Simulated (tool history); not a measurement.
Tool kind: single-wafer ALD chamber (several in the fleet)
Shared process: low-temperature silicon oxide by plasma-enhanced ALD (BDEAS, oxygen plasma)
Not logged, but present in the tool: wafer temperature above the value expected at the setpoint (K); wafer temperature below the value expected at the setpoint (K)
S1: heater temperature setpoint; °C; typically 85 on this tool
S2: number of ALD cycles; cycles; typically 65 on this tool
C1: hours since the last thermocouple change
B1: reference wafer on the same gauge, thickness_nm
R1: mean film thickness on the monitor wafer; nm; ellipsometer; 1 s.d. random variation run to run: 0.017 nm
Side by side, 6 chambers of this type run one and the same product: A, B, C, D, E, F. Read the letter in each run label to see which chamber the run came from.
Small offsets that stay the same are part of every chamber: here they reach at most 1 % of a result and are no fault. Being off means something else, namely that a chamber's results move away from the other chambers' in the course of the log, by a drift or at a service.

run,hour,S1,S2,C1,B1,R1
1C,8,85,65,9.4,8.855,9.6917
2B,17.7,85,65,368.4,8.8531,9.7586
3F,30.8,85,65,313,8.8552,9.8768
4D,42.2,85,65,97,8.8524,9.796
5E,54.5,85,65,2171.5,8.8644,9.783
6A,64.7,85,65,1039.1,8.8598,9.8754
7B,74.2,85,65,424.9,8.864,9.7416
8F,82.7,85,65,364.9,8.8642,9.8812
9E,94.2,85,65,2211.2,8.8633,9.7563
10D,100.6,85,65,155.4,8.862,9.8
11C,113.9,85,52,115.3,8.8687,7.7792
12A,124.9,85,52,1099.3,8.871,7.9132
13A,132.8,85,52,1107.2,8.873,7.9112
14B,144.2,85,52,494.9,8.8706,7.7965
15F,151.8,85,52,434,8.8701,7.9192
16E,161.3,85,52,2278.3,8.8738,7.8438
17C,173.7,85,65,175.1,8.8792,9.74
18D,181.7,85,65,236.5,8.8798,9.8204
19C,192.1,85,65,193.5,8.8742,9.7332
20D,203.5,77,59,258.3,8.8826,9.1673
21E,215.9,77,59,2332.9,8.8811,9.1291
22B,223.4,77,59,574.1,8.8827,9.1274
23A,232.2,77,59,1206.6,8.8871,9.2686
24F,242.4,77,59,524.6,8.8887,9.2263
25D,253.1,77,59,307.9,8.8837,9.1974
26B,260.8,85,65,611.5,8.8874,9.8106
27E,272.6,85,65,2389.6,8.8898,9.8056
28A,280.5,85,65,1254.9,8.8947,9.9173
# hour 286.2: chamber E: thermocouple changed; heater temperature recalibrated
29C,286.6,85,65,288,8.8909,9.7565
30F,293.3,85,65,575.5,8.8954,9.9117
31D,301.7,85,65,356.5,8.8924,9.853
32E,310,85,65,23.9,8.8935,9.8044
33C,320.6,85,65,322,8.8933,9.7432
34B,327,77,76,677.7,8.8988,11.797
35F,339.4,77,76,621.6,8.8948,11.927
36A,349.7,77,76,1324.1,8.9023,11.955
37A,357.5,77,76,1331.9,8.9018,11.949
38B,368.2,77,76,718.9,8.9019,11.77
39E,378,77,76,91.9,8.9101,11.781
40C,391,85,58,392.4,8.9075,8.7476
41F,402.1,85,58,684.3,8.9126,8.8435

Which is it: a chamber that has drifted or been left off by a service, a gauge drift common to all chambers, or only each chamber's usual small offset? If a chamber is off, name it and its likeliest cause.

Gauge drift. The chambers move together only on paper, and none stands off.
Most likely cause: gauge reads high (%) = 0.694.
